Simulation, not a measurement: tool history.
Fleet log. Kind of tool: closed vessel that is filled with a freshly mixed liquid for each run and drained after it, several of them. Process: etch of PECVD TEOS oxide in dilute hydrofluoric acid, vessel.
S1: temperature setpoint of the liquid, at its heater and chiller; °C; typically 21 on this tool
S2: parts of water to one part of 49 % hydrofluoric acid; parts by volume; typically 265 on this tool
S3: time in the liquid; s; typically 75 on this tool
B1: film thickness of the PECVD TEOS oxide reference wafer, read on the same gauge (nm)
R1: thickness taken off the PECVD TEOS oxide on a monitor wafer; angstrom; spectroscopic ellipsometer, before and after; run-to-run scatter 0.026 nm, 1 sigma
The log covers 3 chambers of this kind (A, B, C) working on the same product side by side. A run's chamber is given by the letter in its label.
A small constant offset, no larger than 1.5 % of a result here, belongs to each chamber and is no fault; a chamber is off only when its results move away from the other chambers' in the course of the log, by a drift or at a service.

run	day	S1	S2	S3	B1	R1
1C	0.342	21	265	75	70.004	49.238
2A	0.950	21	265	75	70.005	49.532
3B	1.454	21	265	75	70.004	48.615
4A	1.788	21	265	75	70.005	49.247
5B	2.196	21	265	115	69.998	74.906
6C	2.575	21	265	115	70.003	75.053
# day 2.946: chamber C: hydrofluoric acid flow meter replaced
7A	3.238	21	265	115	70.005	75.863
8C	3.638	21	265	75	69.996	49.430
9B	4.117	21	265	75	70.018	48.476
10A	4.488	21	265	75	69.994	49.395
11B	5.058	21	265	75	69.986	48.905
12C	5.383	26	265	60	69.998	46.646
13C	5.996	26	265	60	70.017	46.918
14B	6.592	26	265	60	69.976	46.491
15A	6.983	21	265	105	69.980	67.614
16A	7.283	21	265	105	69.988	67.553
17C	7.608	21	265	105	69.987	69.112
18B	8.062	21	265	75	70.002	48.709
19B	8.721	21	265	100	70.007	64.618
20A	9.058	21	265	100	70.003	63.906
21C	9.575	21	265	100	70.005	66.164
22A	10.054	21	265	75	70.002	47.120
23C	10.438	21	265	75	70.011	49.309
24B	10.788	21	265	75	69.991	48.548
25C	11.096	21	265	75	70.010	49.310
26B	11.475	21	265	75	69.991	48.458
# day 11.946: chamber A: thermometer replaced
27A	12.029	21	265	75	70.008	47.083
28C	12.629	21	265	75	70.007	49.228
29A	13.000	21	265	75	70.021	46.785
30B	13.333	18	165	75	70.014	75.695
31A	13.833	18	165	75	69.981	75.041
32C	14.221	18	165	75	70.010	77.056
33B	14.675	21	265	75	70.003	48.321

For the next run the whole fleet of 3 chambers uses the same settings. Give each chamber's results:
34A	15.154	21	265	75		?
34B	15.154	21	265	75		?
34C	15.154	21	265	75		?

run	R1
34A	45.951
34B	48.925
34C	49.051

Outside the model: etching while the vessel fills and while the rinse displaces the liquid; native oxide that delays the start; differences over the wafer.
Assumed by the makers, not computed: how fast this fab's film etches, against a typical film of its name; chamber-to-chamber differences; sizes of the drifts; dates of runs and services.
